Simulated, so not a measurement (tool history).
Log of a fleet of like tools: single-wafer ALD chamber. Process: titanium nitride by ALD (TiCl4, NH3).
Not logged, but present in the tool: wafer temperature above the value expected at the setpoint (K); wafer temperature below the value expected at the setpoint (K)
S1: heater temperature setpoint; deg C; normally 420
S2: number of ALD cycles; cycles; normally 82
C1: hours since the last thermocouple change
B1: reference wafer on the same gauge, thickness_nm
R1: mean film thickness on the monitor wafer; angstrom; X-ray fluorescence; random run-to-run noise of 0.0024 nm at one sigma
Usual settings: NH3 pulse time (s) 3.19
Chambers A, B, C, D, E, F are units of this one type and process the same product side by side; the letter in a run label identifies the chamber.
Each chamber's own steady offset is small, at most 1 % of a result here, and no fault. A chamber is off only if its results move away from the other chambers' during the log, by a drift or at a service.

run 1A hour=8.2 | S1=420 S2=82 NH3_pulse_time_(s)=3.19 | C1=616.8 | B1=2.0305 | R1=18.41
run 2F hour=16.8 | S1=420 S2=82 NH3_pulse_time_(s)=3.19 | C1=182.7 | B1=2.0306 | R1=18.471
run 3D hour=22.4 | S1=420 S2=82 NH3_pulse_time_(s)=3.19 | C1=800.1 | B1=2.0308 | R1=18.426
run 4B hour=27 | S1=420 S2=82 NH3_pulse_time_(s)=3.19 | C1=551.4 | B1=2.0307 | R1=18.453
run 5C hour=32.8 | S1=420 S2=82 NH3_pulse_time_(s)=3.19 | C1=906.6 | B1=2.0314 | R1=18.428
run 6E hour=42 | S1=420 S2=82 NH3_pulse_time_(s)=3.19 | C1=1119.5 | B1=2.0316 | R1=18.394
-- hour=43.6 chamber E: thermocouple changed; heater temperature recalibrated
run 7D hour=52.3 | S1=420 S2=82 NH3_pulse_time_(s)=3.19 | C1=830 | B1=2.0319 | R1=18.453
run 8C hour=59.9 | S1=420 S2=82 NH3_pulse_time_(s)=3.19 | C1=933.7 | B1=2.0323 | R1=18.487
run 9B hour=65.4 | S1=420 S2=82 NH3_pulse_time_(s)=3.19 | C1=589.8 | B1=2.0326 | R1=18.493
run 10F hour=73.4 | S1=420 S2=82 NH3_pulse_time_(s)=3.19 | C1=239.3 | B1=2.0322 | R1=18.456
run 11E hour=81.2 | S1=420 S2=82 NH3_pulse_time_(s)=3.19 | C1=37.7 | B1=2.0335 | R1=18.359
run 12A hour=89.8 | S1=420 S2=82 NH3_pulse_time_(s)=3.19 | C1=698.4 | B1=2.0332 | R1=18.43
run 13B hour=99.3 | S1=420 S2=82 NH3_pulse_time_(s)=3.19 | C1=623.7 | B1=2.0336 | R1=18.52
run 14C hour=104.6 | S1=420 S2=82 NH3_pulse_time_(s)=3.19 | C1=978.4 | B1=2.0337 | R1=18.431
run 15F hour=112 | S1=420 S2=82 NH3_pulse_time_(s)=3.19 | C1=277.9 | B1=2.0344 | R1=18.466
run 16D hour=117.3 | S1=420 S2=82 NH3_pulse_time_(s)=3.19 | C1=895 | B1=2.0343 | R1=18.484
run 17A hour=124.1 | S1=420 S2=82 NH3_pulse_time_(s)=3.19 | C1=732.7 | B1=2.0347 | R1=18.391
run 18E hour=132.4 | S1=420 S2=82 NH3_pulse_time_(s)=3.19 | C1=88.9 | B1=2.035 | R1=18.399
-- hour=134 chamber D: thermocouple changed; heater temperature recalibrated
run 19F hour=139.1 | S1=420 S2=82 NH3_pulse_time_(s)=3.19 | C1=305 | B1=2.0354 | R1=18.448
run 20D hour=144.2 | S1=420 S2=82 NH3_pulse_time_(s)=2.24 | C1=10.2 | B1=2.0354 | R1=18.258
run 21E hour=152.8 | S1=420 S2=82 NH3_pulse_time_(s)=2.24 | C1=109.3 | B1=2.0346 | R1=18.217
run 22C hour=160 | S1=420 S2=82 NH3_pulse_time_(s)=2.24 | C1=1033.8 | B1=2.0362 | R1=18.298
run 23B hour=168 | S1=420 S2=82 NH3_pulse_time_(s)=2.24 | C1=692.4 | B1=2.0364 | R1=18.366
run 24A hour=172.7 | S1=420 S2=82 NH3_pulse_time_(s)=2.24 | C1=781.3 | B1=2.0363 | R1=18.366
run 25C hour=180.6 | S1=420 S2=82 NH3_pulse_time_(s)=2.24 | C1=1054.4 | B1=2.0368 | R1=18.326
run 26D hour=186.9 | S1=420 S2=82 NH3_pulse_time_(s)=3.19 | C1=52.9 | B1=2.037 | R1=18.477
run 27E hour=192.2 | S1=420 S2=82 NH3_pulse_time_(s)=4.28 | C1=148.7 | B1=2.0367 | R1=18.486
run 28F hour=200.8 | S1=420 S2=82 NH3_pulse_time_(s)=4.28 | C1=366.7 | B1=2.0371 | R1=18.667
run 29B hour=206.4 | S1=420 S2=82 NH3_pulse_time_(s)=4.28 | C1=730.8 | B1=2.0376 | R1=18.679
run 30A hour=214.8 | S1=420 S2=82 NH3_pulse_time_(s)=4.28 | C1=823.4 | B1=2.0376 | R1=18.587
run 31E hour=221.7 | S1=420 S2=82 NH3_pulse_time_(s)=4.28 | C1=178.2 | B1=2.0384 | R1=18.526
run 32A hour=227.7 | S1=420 S2=82 NH3_pulse_time_(s)=4.28 | C1=836.3 | B1=2.039 | R1=18.584
run 33C hour=237.7 | S1=420 S2=82 NH3_pulse_time_(s)=3.19 | C1=1111.5 | B1=2.0391 | R1=18.464
run 34B hour=243.9 | S1=420 S2=82 NH3_pulse_time_(s)=3.19 | C1=768.3 | B1=2.0387 | R1=18.543
run 35D hour=251.8 | S1=420 S2=82 NH3_pulse_time_(s)=3.19 | C1=117.8 | B1=2.0391 | R1=18.475
run 36F hour=260.1 | S1=420 S2=82 NH3_pulse_time_(s)=3.19 | C1=426 | B1=2.039 | R1=18.52
run 37B hour=267.7 | S1=420 S2=82 NH3_pulse_time_(s)=3.19 | C1=792.1 | B1=2.0407 | R1=18.545
run 38E hour=274.4 | S1=420 S2=82 NH3_pulse_time_(s)=3.19 | C1=230.9 | B1=2.0396 | R1=18.433
run 39F hour=280.9 | S1=420 S2=82 NH3_pulse_time_(s)=3.19 | C1=446.8 | B1=2.0401 | R1=18.604
run 40C hour=285.4 | S1=420 S2=82 NH3_pulse_time_(s)=3.19 | C1=1159.2 | B1=2.0402 | R1=18.51
run 41A hour=290.4 | S1=420 S2=82 NH3_pulse_time_(s)=3.19 | C1=899 | B1=2.041 | R1=18.524
run 42D hour=297.1 | S1=420 S2=82 NH3_pulse_time_(s)=3.19 | C1=163.1 | B1=2.0401 | R1=18.468

Is one chamber off against the others, does the gauge drift, or is nothing wrong? If a chamber is off, say which, and what the likeliest cause is.

It is the gauge, not a chamber: its drift shows up in every chamber's results at once, and no chamber is off.
Cause: gauge reads high (%) = 0.544.

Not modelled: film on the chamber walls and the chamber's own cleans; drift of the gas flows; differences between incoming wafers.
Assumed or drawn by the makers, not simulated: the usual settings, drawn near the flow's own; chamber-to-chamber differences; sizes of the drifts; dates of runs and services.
